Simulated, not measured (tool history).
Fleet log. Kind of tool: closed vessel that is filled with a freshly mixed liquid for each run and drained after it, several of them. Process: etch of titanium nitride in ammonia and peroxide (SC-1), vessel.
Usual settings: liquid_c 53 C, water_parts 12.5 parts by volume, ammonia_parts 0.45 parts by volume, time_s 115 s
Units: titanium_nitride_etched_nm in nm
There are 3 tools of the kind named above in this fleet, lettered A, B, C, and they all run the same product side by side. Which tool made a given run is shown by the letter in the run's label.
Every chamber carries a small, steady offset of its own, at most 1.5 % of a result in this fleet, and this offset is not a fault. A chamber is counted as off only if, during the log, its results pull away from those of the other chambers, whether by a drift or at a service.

run,hour,liquid_c,water_parts,ammonia_parts,time_s,hours since the thermometer was replaced,hours since the ammonia flow meter was replaced,hours since the drum of ammonia solution was connected,"read-back film thickness of the titanium nitride reference wafer, read on the same gauge (nm)",titanium_nitride_etched_nm
1C,4.3,53,12.5,0.45,115,180.1,550.2,357,99.991,8.2738
2A,12.1,53,12.5,0.45,115,247.5,174.3,166,100,8.1739
3B,18.8,53,12.5,0.45,115,242.4,29.5,464.4,99.996,8.2062
4B,23.3,53,12.5,0.45,115,246.9,34,468.9,99.99,8.1948
5C,28.4,53,12.5,0.45,115,204.2,574.3,381.1,100.01,8.2585
6A,33.7,53,12.5,0.45,115,269.1,195.9,187.6,100.01,8.1941
7A,39,58.5,12.5,0.6,115,274.4,201.2,192.9,99.998,12.379
8C,47.3,58.5,12.5,0.6,115,223.1,593.2,400,100,12.482
9B,55,58.5,12.5,0.6,115,278.6,65.7,500.6,100,12.522
10A,60.4,53,12.5,0.45,115,295.8,222.6,214.3,100.01,8.1907
11C,66.6,53,12.5,0.45,115,242.4,612.5,419.3,99.979,8.2594
12B,74.8,53,12.5,0.45,115,298.4,85.5,520.4,99.974,8.2067
13C,83,61.5,12.5,0.65,115,258.8,628.9,435.7,99.998,15.447
14B,89.3,61.5,12.5,0.65,115,312.9,100,534.9,100,15.356
# hour 94.7: chamber C: new drum of ammonia solution connected
15A,97.4,61.5,12.5,0.65,115,332.8,259.6,251.3,99.968,15.268
16C,105.1,53,12.5,0.45,80,280.9,651,10.5,99.99,5.7178
17A,111.1,53,12.5,0.45,80,346.5,273.3,265,99.998,5.7255
18B,116.9,53,12.5,0.45,80,340.5,127.6,562.5,99.982,5.6719
19C,121.1,53,12.5,0.45,115,296.9,667,26.5,99.995,8.2557
20B,125.6,53,12.5,0.45,115,349.2,136.3,571.2,99.992,8.2093
21A,131.5,61,10,0.45,115,366.9,293.7,285.4,99.99,15.57
22B,136.2,61,10,0.45,115,359.8,146.9,581.8,99.981,15.786
# hour 140.1: chamber A: new drum of ammonia solution connected
23A,143.6,61,10,0.45,115,379,305.8,3.6,100.01,15.584
24C,151.8,53,12.5,0.45,115,327.6,697.7,57.2,100.01,8.2616
25B,155.6,53,12.5,0.45,115,379.2,166.3,601.2,99.986,8.1742
26A,162.5,53,12.5,0.45,115,397.9,324.7,22.5,100.01,8.2271
27C,168.6,53,12.5,0.45,115,344.4,714.5,74,100,8.2567
28B,173.2,53,12.5,0.45,115,396.8,183.9,618.8,99.988,8.165
29C,179.7,53,12.5,0.45,115,355.5,725.6,85.1,99.991,8.2535
30A,187.1,53,12.5,0.45,115,422.5,349.3,47.1,99.981,8.1973
31B,194.4,53,12.5,0.45,115,418,205.1,640,99.993,8.1791
32C,198.6,53,12.5,0.45,115,374.4,744.5,104,99.993,8.2214
33A,204.2,53,12.5,0.45,115,439.6,366.4,64.2,100.01,8.2541
34B,209.5,53,12.5,0.45,115,433.1,220.2,655.1,100.01,8.1775
35A,214.7,53,12.5,0.45,115,450.1,376.9,74.7,100.03,8.2088
36C,219.2,53,18.5,0.45,115,395,765.1,124.6,100.02,6.664
37C,224.1,53,18.5,0.45,115,399.9,770,129.5,100.01,6.6528
38B,228.1,53,18.5,0.45,115,451.7,238.8,673.7,100.03,6.5875
39A,232.8,50,12.5,0.3,115,468.2,395,92.8,99.987,6.2092
40B,237.4,50,12.5,0.3,115,461,248.1,683,100.04,6.2007
41A,245.4,50,12.5,0.3,115,480.8,407.6,105.4,100.02,6.197

Is one chamber out of step, is the gauge drifting, or do the chambers differ by no more than their own small offsets? For an off chamber, give its letter and the likeliest cause.

No chamber stands off beyond its own small offset, and the gauge holds steady.
